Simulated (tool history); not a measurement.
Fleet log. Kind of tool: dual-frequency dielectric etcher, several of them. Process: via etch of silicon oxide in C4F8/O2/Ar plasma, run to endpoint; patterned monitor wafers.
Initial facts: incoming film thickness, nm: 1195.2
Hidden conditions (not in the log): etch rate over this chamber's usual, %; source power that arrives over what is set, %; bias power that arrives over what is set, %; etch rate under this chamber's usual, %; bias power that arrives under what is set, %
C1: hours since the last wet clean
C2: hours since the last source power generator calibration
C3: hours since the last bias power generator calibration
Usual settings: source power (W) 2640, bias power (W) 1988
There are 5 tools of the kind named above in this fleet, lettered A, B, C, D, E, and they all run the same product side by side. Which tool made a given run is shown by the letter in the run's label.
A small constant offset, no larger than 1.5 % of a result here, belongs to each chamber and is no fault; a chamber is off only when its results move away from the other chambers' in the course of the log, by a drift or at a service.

Run 1C, hour 2.6: usual settings; C1 357.3; C2 3843.7; C3 144.4. Result: endpoint time (s) 211.19.
Run 2A, hour 6.8: usual settings; C1 265.6; C2 2304.1; C3 562.2. Result: endpoint time (s) 210.98.
Run 3B, hour 10.0: usual settings; C1 396.2; C2 408.3; C3 2090.0. Result: endpoint time (s) 209.22.
Run 4D, hour 12.8: usual settings; C1 95.4; C2 3005.3; C3 158.8. Result: endpoint time (s) 213.27.
Run 5E, hour 16.4: usual settings; C1 301.1; C2 2629.6; C3 2092.2. Result: endpoint time (s) 210.70.
Run 6B, hour 19.5: usual settings; C1 405.7; C2 417.8; C3 2099.5. Result: endpoint time (s) 208.98.
Run 7A, hour 23.5: usual settings; C1 282.3; C2 2320.8; C3 578.9. Result: endpoint time (s) 211.86.
Run 8C, hour 26.1: usual settings; C1 380.8; C2 3867.2; C3 167.9. Result: endpoint time (s) 210.06.
Run 9D, hour 30.2: usual settings; C1 112.8; C2 3022.7; C3 176.2. Result: endpoint time (s) 212.89.
Run 10E, hour 33.2: usual settings; C1 317.9; C2 2646.4; C3 2109.0. Result: endpoint time (s) 211.39.
Run 11A, hour 37.1: usual settings; C1 295.9; C2 2334.4; C3 592.5. Result: endpoint time (s) 210.80.
Run 12E, hour 39.1: usual settings; C1 323.8; C2 2652.3; C3 2114.9. Result: endpoint time (s) 210.73.
Run 13C, hour 42.5: usual settings but source power (W) 2890, bias power (W) 2222; C1 397.2; C2 3883.6; C3 184.3. Result: endpoint time (s) 198.02.
Run 14B, hour 45.3: usual settings but source power (W) 2890, bias power (W) 2222; C1 431.5; C2 443.6; C3 2125.3. Result: endpoint time (s) 195.14.
At hour 46.7: chamber B: bias power generator calibrated.
Run 15D, hour 49.6: usual settings but source power (W) 2890, bias power (W) 2222; C1 132.2; C2 3042.1; C3 195.6. Result: endpoint time (s) 200.12.
Run 16E, hour 52.1: usual settings but source power (W) 2890, bias power (W) 2222; C1 336.8; C2 2665.3; C3 2127.9. Result: endpoint time (s) 196.70.
Run 17A, hour 56.6: usual settings but source power (W) 2890, bias power (W) 2222; C1 315.4; C2 2353.9; C3 612.0. Result: endpoint time (s) 198.36.
At hour 59.2: chamber C: wet clean of the chamber.
Run 18B, hour 60.0: usual settings; C1 446.2; C2 458.3; C3 13.4. Result: endpoint time (s) 209.51.
Run 19C, hour 62.8: usual settings; C1 3.6; C2 3903.9; C3 204.6. Result: endpoint time (s) 218.35.
Run 20D, hour 66.7: usual settings; C1 149.3; C2 3059.2; C3 212.7. Result: endpoint time (s) 213.40.
Run 21D, hour 70.9: usual settings; C1 153.5; C2 3063.4; C3 216.9. Result: endpoint time (s) 213.20.
Run 22C, hour 75.1: usual settings; C1 15.9; C2 3916.2; C3 216.9. Result: endpoint time (s) 218.10.
Run 23A, hour 79.5: usual settings; C1 338.3; C2 2376.8; C3 634.9. Result: endpoint time (s) 211.52.
Run 24B, hour 83.3: usual settings; C1 469.5; C2 481.6; C3 36.7. Result: endpoint time (s) 209.94.
Run 25E, hour 86.8: usual settings; C1 371.5; C2 2700.0; C3 2162.6. Result: endpoint time (s) 210.86.
Run 26C, hour 89.3: usual settings; C1 30.1; C2 3930.4; C3 231.1. Result: endpoint time (s) 219.02.
Run 27B, hour 91.3: usual settings but bias power (W) 2343; C1 477.5; C2 489.6; C3 44.7. Result: endpoint time (s) 199.88.
Run 28A, hour 94.4: usual settings but bias power (W) 2343; C1 353.2; C2 2391.7; C3 649.8. Result: endpoint time (s) 201.98.
Run 29D, hour 96.7: usual settings but bias power (W) 2343; C1 179.3; C2 3089.2; C3 242.7. Result: endpoint time (s) 203.62.
Run 30E, hour 100.0: usual settings but bias power (W) 2343; C1 384.7; C2 2713.2; C3 2175.8. Result: endpoint time (s) 201.14.
Run 31A, hour 103.7: usual settings but bias power (W) 2343; C1 362.5; C2 2401.0; C3 659.1. Result: endpoint time (s) 202.71.
Run 32D, hour 106.4: usual settings; C1 189.0; C2 3098.9; C3 252.4. Result: endpoint time (s) 212.46.
Run 33C, hour 109.8: usual settings; C1 50.6; C2 3950.9; C3 251.6. Result: endpoint time (s) 218.88.
Run 34E, hour 112.0: usual settings but source power (W) 3080; C1 396.7; C2 2725.2; C3 2187.8. Result: endpoint time (s) 197.92.
Run 35B, hour 114.8: usual settings but source power (W) 3080; C1 501.0; C2 513.1; C3 68.2. Result: endpoint time (s) 196.91.
Run 36C, hour 118.4: usual settings but source power (W) 3080; C1 59.2; C2 3959.5; C3 260.2. Result: endpoint time (s) 204.79.

For the next run the whole fleet of 5 chambers uses the same settings. Give each chamber's results:
Run 37A, hour 121.6: usual settings. Result: endpoint time (s) ?.
Run 37B, hour 121.6: usual settings. Result: endpoint time (s) ?.
Run 37C, hour 121.6: usual settings. Result: endpoint time (s) ?.
Run 37D, hour 121.6: usual settings. Result: endpoint time (s) ?.
Run 37E, hour 121.6: usual settings. Result: endpoint time (s) ?.

run  endpoint time (s)
37A             211.38
37B             209.04
37C             218.34
37D             214.06
37E             210.89

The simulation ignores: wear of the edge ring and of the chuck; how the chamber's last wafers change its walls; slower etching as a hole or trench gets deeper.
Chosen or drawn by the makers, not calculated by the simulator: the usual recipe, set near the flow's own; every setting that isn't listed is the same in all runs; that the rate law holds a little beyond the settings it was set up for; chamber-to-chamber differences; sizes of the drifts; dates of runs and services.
